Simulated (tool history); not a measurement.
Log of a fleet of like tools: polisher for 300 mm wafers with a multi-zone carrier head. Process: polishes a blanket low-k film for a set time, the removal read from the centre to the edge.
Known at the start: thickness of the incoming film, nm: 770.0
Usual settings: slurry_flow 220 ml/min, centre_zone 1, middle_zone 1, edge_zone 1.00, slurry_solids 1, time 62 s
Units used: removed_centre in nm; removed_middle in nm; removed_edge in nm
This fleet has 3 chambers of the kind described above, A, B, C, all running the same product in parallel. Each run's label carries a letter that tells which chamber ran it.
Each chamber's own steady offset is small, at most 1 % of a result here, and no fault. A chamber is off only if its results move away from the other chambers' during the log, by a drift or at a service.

run 1A day=0.283 | slurry_flow=220 centre_zone=1 middle_zone=1 edge_zone=1.00 slurry_solids=1 time=62 | removed_centre=23.201 removed_middle=22.479 removed_edge=22.867
-- day=0.546 chamber B: edge zone pressure recalibrated
run 2B day=0.767 | slurry_flow=220 centre_zone=1 middle_zone=1 edge_zone=1.00 slurry_solids=1 time=62 | removed_centre=23.311 removed_middle=22.994 removed_edge=22.409
run 3C day=1.104 | slurry_flow=220 centre_zone=1 middle_zone=1 edge_zone=1.00 slurry_solids=1 time=62 | removed_centre=22.994 removed_middle=22.492 removed_edge=22.768
run 4B day=1.542 | slurry_flow=220 centre_zone=1 middle_zone=1 edge_zone=1.00 slurry_solids=1 time=62 | removed_centre=23.333 removed_middle=22.834 removed_edge=22.580
run 5C day=1.925 | slurry_flow=220 centre_zone=1 middle_zone=1 edge_zone=1.00 slurry_solids=1 time=62 | removed_centre=22.849 removed_middle=22.724 removed_edge=22.596
-- day=2.062 chamber C: worn pad replaced by a new one
run 6A day=2.254 | slurry_flow=220 centre_zone=1 middle_zone=1 edge_zone=1.00 slurry_solids=1 time=62 | removed_centre=23.247 removed_middle=22.681 removed_edge=23.230
run 7C day=2.508 | slurry_flow=220 centre_zone=1 middle_zone=1 edge_zone=1.00 slurry_solids=1 time=62 | removed_centre=22.991 removed_middle=22.810 removed_edge=22.795
run 8A day=2.771 | slurry_flow=220 centre_zone=1 middle_zone=1 edge_zone=0.93 slurry_solids=1 time=62 | removed_centre=22.969 removed_middle=22.841 removed_edge=22.030
run 9B day=3.292 | slurry_flow=220 centre_zone=1 middle_zone=1 edge_zone=0.93 slurry_solids=1 time=62 | removed_centre=22.795 removed_middle=22.881 removed_edge=22.140
run 10C day=3.717 | slurry_flow=220 centre_zone=1 middle_zone=1 edge_zone=0.93 slurry_solids=1 time=62 | removed_centre=22.530 removed_middle=22.777 removed_edge=21.732
-- day=3.950 chamber A: worn pad replaced by a new one
run 11A day=3.983 | slurry_flow=220 centre_zone=1 middle_zone=1 edge_zone=1.00 slurry_solids=1 time=62 | removed_centre=22.582 removed_middle=22.784 removed_edge=23.000
-- day=4.150 chamber B: worn pad replaced by a new one
run 12B day=4.462 | slurry_flow=220 centre_zone=1 middle_zone=1 edge_zone=0.96 slurry_solids=1 time=47 | removed_centre=17.147 removed_middle=17.174 removed_edge=16.809
-- day=4.500 chamber C: worn pad replaced by a new one
-- day=4.625 chamber A: slurry nozzle cleaned
run 13A day=4.742 | slurry_flow=220 centre_zone=1 middle_zone=1 edge_zone=0.96 slurry_solids=1 time=47 | removed_centre=17.499 removed_middle=17.341 removed_edge=17.133
run 14B day=5.062 | slurry_flow=220 centre_zone=1 middle_zone=1 edge_zone=0.96 slurry_solids=1 time=47 | removed_centre=16.578 removed_middle=16.786 removed_edge=16.528
run 15C day=5.350 | slurry_flow=220 centre_zone=1 middle_zone=1 edge_zone=1.00 slurry_solids=1 time=62 | removed_centre=22.708 removed_middle=22.740 removed_edge=22.852
run 16C day=5.758 | slurry_flow=220 centre_zone=1 middle_zone=1 edge_zone=1.00 slurry_solids=1 time=62 | removed_centre=22.664 removed_middle=22.727 removed_edge=22.824
run 17A day=6.250 | slurry_flow=220 centre_zone=1 middle_zone=1 edge_zone=1.00 slurry_solids=1 time=62 | removed_centre=23.125 removed_middle=22.788 removed_edge=23.065
run 18B day=6.779 | slurry_flow=220 centre_zone=1 middle_zone=1 edge_zone=1.00 slurry_solids=1 time=62 | removed_centre=21.687 removed_middle=21.689 removed_edge=22.012
run 19B day=7.046 | slurry_flow=220 centre_zone=1 middle_zone=1 edge_zone=1.00 slurry_solids=1 time=62 | removed_centre=21.277 removed_middle=21.545 removed_edge=21.939
-- day=7.121 chamber C: worn pad replaced by a new one
run 20A day=7.550 | slurry_flow=220 centre_zone=1 middle_zone=1 edge_zone=1.00 slurry_solids=1 time=62 | removed_centre=22.876 removed_middle=22.739 removed_edge=22.968
run 21C day=7.850 | slurry_flow=220 centre_zone=1 middle_zone=1 edge_zone=1.00 slurry_solids=1 time=62 | removed_centre=22.600 removed_middle=22.683 removed_edge=22.915

Each of the 3 chambers runs these same settings next. Fill in every chamber's results:
run 22A day=8.233 | slurry_flow=220 centre_zone=1 middle_zone=1 edge_zone=1.00 slurry_solids=1 time=62 | removed_centre=? removed_middle=? removed_edge=?
run 22B day=8.233 | slurry_flow=220 centre_zone=1 middle_zone=1 edge_zone=1.00 slurry_solids=1 time=62 | removed_centre=? removed_middle=? removed_edge=?
run 22C day=8.233 | slurry_flow=220 centre_zone=1 middle_zone=1 edge_zone=1.00 slurry_solids=1 time=62 | removed_centre=? removed_middle=? removed_edge=?

run=22A removed_centre=22.934 removed_middle=22.568 removed_edge=23.239
run=22B removed_centre=20.825 removed_middle=21.089 removed_edge=21.306
run=22C removed_centre=22.385 removed_middle=22.741 removed_edge=22.354
